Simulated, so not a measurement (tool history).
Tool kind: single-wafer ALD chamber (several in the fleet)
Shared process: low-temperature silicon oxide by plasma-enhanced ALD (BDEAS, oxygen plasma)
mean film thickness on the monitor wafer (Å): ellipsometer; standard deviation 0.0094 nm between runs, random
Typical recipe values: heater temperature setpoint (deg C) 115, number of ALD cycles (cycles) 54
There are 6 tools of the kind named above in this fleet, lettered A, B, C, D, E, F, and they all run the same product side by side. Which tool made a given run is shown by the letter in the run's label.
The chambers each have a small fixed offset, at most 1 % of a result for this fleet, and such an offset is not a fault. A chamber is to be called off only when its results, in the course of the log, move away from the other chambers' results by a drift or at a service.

run     day  heater temperature setpoint (deg C)  number of ALD cycles (cycles)  read-back reference wafer on the same gauge, thickness_nm  mean film thickness on the monitor wafer (Å)
 1C   0.379                                  115                             54                                                     8.2689                                        75.164
 2A   0.658                                  115                             54                                                     8.2701                                        75.437
 3F   1.083                                  115                             54                                                     8.2664                                         75.58
 4E   1.467                                  115                             54                                                     8.2689                                        75.699
 5B   1.867                                  115                             61                                                     8.2668                                        84.787
 6D   2.258                                  115                             61                                                     8.2624                                        85.042
 7C   2.725                                  115                             61                                                     8.2623                                        84.906
 8F   3.112                                  115                             61                                                     8.2659                                        85.092
 9B   3.575                                  115                             61                                                     8.2645                                        84.911
10A   4.033                                  115                             61                                                     8.2591                                        84.984
11D   4.454                                  115                             54                                                     8.2611                                         75.41
12E    5.05                                  115                             54                                                     8.2595                                        75.597
13F   5.525                                  115                             54                                                     8.2591                                        75.327
14E   5.796                                  115                             54                                                      8.256                                        75.598
15D   6.079                                  115                             54                                                      8.257                                        75.284
16C   6.542                                  115                             54                                                     8.2564                                        75.137
17B   7.012                                  115                             54                                                     8.2551                                        75.064
18A   7.362                                  115                             48                                                     8.2515                                        66.827
19E   7.933                                  115                             48                                                     8.2528                                        67.085
20F   8.267                                  115                             48                                                     8.2517                                        67.061
21B   8.775                                  115                             48                                                     8.2507                                        66.627
22D   9.233                                  115                             48                                                     8.2518                                        66.877
23C   9.762                                  115                             48                                                     8.2482                                        66.639
24A  10.271                                  115                             54                                                     8.2452                                        75.058
25F  10.838                                  126                             54                                                     8.2477                                        73.698
26B  11.154                                  126                             54                                                     8.2464                                        73.623
     11.338  -- chamber A: thermocouple changed; heater temperature recalibrated
27E  11.454                                  126                             54                                                     8.2445                                        73.958
28D  11.896                                  126                             54                                                     8.2411                                        73.623
29C  12.392                                  126                             54                                                     8.2424                                         73.41
30A  12.846                                  126                             54                                                     8.2403                                        73.749
31A  13.117                                  115                             54                                                     8.2388                                        75.246
32E  13.708                                  115                             54                                                      8.242                                        75.406
33C  14.004                                  115                             54                                                     8.2408                                        74.975
34F  14.371                                  115                             54                                                     8.2405                                        75.154
35D  14.746                                  115                             54                                                     8.2382                                        75.115
36B  15.029                                  115                             54                                                     8.2384                                        74.939
37A  15.617                                  104                             50                                                     8.2364                                        71.022
     15.779  -- chamber E: thermocouple changed; heater temperature recalibrated
38C  16.121                                  104                             50                                                      8.235                                         70.78
39F  16.521                                  104                             50                                                      8.233                                         70.97
40D    16.8                                  104                             50                                                     8.2308                                        70.928
41E  17.271                                  104                             50                                                     8.2315                                        71.238
42B  17.817                                  104                             50                                                     8.2295                                        70.811
43F  18.392                                  115                             54                                                      8.228                                        75.237
44C  18.896                                  115                             54                                                     8.2244                                        74.794

Next, all 6 chambers run the settings below, one line each with question marks for the results. What does each chamber give?
45A  19.325                                  115                             54                                                                                                        ?
45B  19.325                                  115                             54                                                                                                        ?
45C  19.325                                  115                             54                                                                                                        ?
45D  19.325                                  115                             54                                                                                                        ?
45E  19.325                                  115                             54                                                                                                        ?
45F  19.325                                  115                             54                                                                                                        ?

run  mean film thickness on the monitor wafer (Å)
45A                                        75.129
45B                                        74.693
45C                                         74.65
45D                                        75.241
45E                                          75.2
45F                                        75.057
